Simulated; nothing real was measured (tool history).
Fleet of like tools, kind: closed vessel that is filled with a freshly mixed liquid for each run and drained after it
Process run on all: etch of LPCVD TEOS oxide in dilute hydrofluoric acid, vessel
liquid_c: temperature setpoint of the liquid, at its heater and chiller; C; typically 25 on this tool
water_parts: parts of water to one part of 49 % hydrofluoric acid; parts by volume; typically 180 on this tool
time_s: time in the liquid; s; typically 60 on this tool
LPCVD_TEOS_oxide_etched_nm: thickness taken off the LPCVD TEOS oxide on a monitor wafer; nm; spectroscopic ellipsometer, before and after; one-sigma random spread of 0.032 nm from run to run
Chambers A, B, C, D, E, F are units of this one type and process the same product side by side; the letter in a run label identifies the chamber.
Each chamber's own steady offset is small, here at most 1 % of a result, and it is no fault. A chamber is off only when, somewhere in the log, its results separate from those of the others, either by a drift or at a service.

run   hour  liquid_c  water_parts  time_s  hours since the thermometer was replaced  hours since the hydrofluoric acid flow meter was replaced  read-back film thickness of the LPCVD TEOS oxide reference wafer, read on the same gauge (nm)  LPCVD_TEOS_oxide_etched_nm
 1F      7        25          180      60                                    1155.5                                                     1298.8                                                                                         70.011                      6.8449
 2C   16.3        25          180      60                                     309.2                                                      695.1                                                                                         69.979                      6.8391
 3E   24.5        25          180      60                                     167.3                                                      761.6                                                                                         69.985                      6.7732
 4D   33.6        25          180      60                                     742.1                                                     1850.5                                                                                         69.972                      6.8057
      37.1  -- chamber A: hydrofluoric acid flow meter replaced
 5A   38.3        25          180      60                                     745.6                                                        1.3                                                                                         69.997                      6.7821
 6B   44.7        25          180      60                                     736.3                                                      725.6                                                                                         70.013                       6.857
 7C   54.1        25          180      60                                       347                                                      732.9                                                                                         70.006                      6.8769
 8B   61.7        25          180      60                                     753.3                                                      742.6                                                                                         69.973                      6.8792
 9F   68.4        25          180      60                                    1216.9                                                     1360.2                                                                                             70                      6.8237
10A   76.4        25          180      60                                     783.7                                                       39.4                                                                                         69.968                      6.7241
11D   82.7        25          180      60                                     791.2                                                     1899.6                                                                                         69.965                      6.7596
12E   88.2        25          180      60                                       231                                                      825.3                                                                                         70.004                      6.8065
13C   96.9        25          180      60                                     389.8                                                      775.7                                                                                         70.004                      6.8684
14F  101.4        25          180      60                                    1249.9                                                     1393.2                                                                                         70.019                      6.7652
15E  109.2        25          180      60                                       252                                                      846.3                                                                                         69.999                      6.7901
     111.6  -- chamber F: hydrofluoric acid flow meter replaced
16B  118.7        25          180      60                                     810.3                                                      799.6                                                                                         70.006                      6.9004
17A  123.1        25          180      60                                     830.4                                                       86.1                                                                                         69.967                      6.7367
18D  128.3        25          225      90                                     836.8                                                     1945.2                                                                                         70.011                      7.7066
19E  132.7        25          225      90                                     275.5                                                      869.8                                                                                         69.997                      7.7534
20A  139.3        25          225      90                                     846.6                                                      102.3                                                                                         69.985                      7.7307
21F  145.5        25          225      90                                      1294                                                         34                                                                                         70.013                      7.7266
22C  152.9        25          225      90                                     445.8                                                      831.7                                                                                         69.991                       7.916
23B  159.1        25          225      90                                     850.7                                                        840                                                                                         70.032                      7.7424
24D  163.1        25          180      60                                     871.6                                                       1980                                                                                         69.972                      6.7863
25B  169.4        25          180      60                                       861                                                      850.3                                                                                         69.988                      6.8377
26A  177.9        25          180      60                                     885.2                                                      140.9                                                                                         70.005                      6.7722
27C  182.1        25          180      60                                       475                                                      860.9                                                                                         70.038                      6.9699
28F  187.8        28          260      60                                    1336.3                                                       76.3                                                                                         69.959                      4.7755
29E  194.6        28          260      60                                     337.4                                                      931.7                                                                                         69.967                      4.7773
30D    201        28          260      60                                     909.5                                                     2017.9                                                                                         69.998                      4.7354
31B  205.4        28          260      60                                       897                                                      886.3                                                                                         70.006                      4.7466
32D  214.4        28          260      60                                     922.9                                                     2031.3                                                                                         69.985                      4.7648
33F  220.3        28          260      60                                    1368.8                                                      108.8                                                                                         69.981                      4.7471
34E  225.9        25          180      60                                     368.7                                                        963                                                                                         70.009                       6.751
35C  233.5        25          180      35                                     526.4                                                      912.3                                                                                         69.995                       4.124
36A    240        25          180      35                                     947.3                                                        203                                                                                          69.98                      3.9456
37A  245.9        25          180      35                                     953.2                                                      208.9                                                                                         70.012                      3.9992
38C  252.7        25          180      35                                     545.6                                                      931.5                                                                                         69.959                      4.2027
39B    262        25          180      35                                     953.6                                                      942.9                                                                                         70.018                      3.9728
40E  268.3        25          180      35                                     411.1                                                     1005.4                                                                                         70.004                      3.9722
41D  274.5        25          180      60                                       983                                                     2091.4                                                                                         69.994                      6.7573

All chambers now run identical settings, listed one chamber a line with results as question marks. What results will each chamber show?
42A  281.3        22          180      60                                                                                                                                                                                                                               ?
42B  281.3        22          180      60                                                                                                                                                                                                                               ?
42C  281.3        22          180      60                                                                                                                                                                                                                               ?
42D  281.3        22          180      60                                                                                                                                                                                                                               ?
42E  281.3        22          180      60                                                                                                                                                                                                                               ?
42F  281.3        22          180      60                                                                                                                                                                                                                               ?

run  LPCVD_TEOS_oxide_etched_nm
42A                      5.9833
42B                      6.1086
42C                      6.4502
42D                      6.0395
42E                      6.0573
42F                       6.085
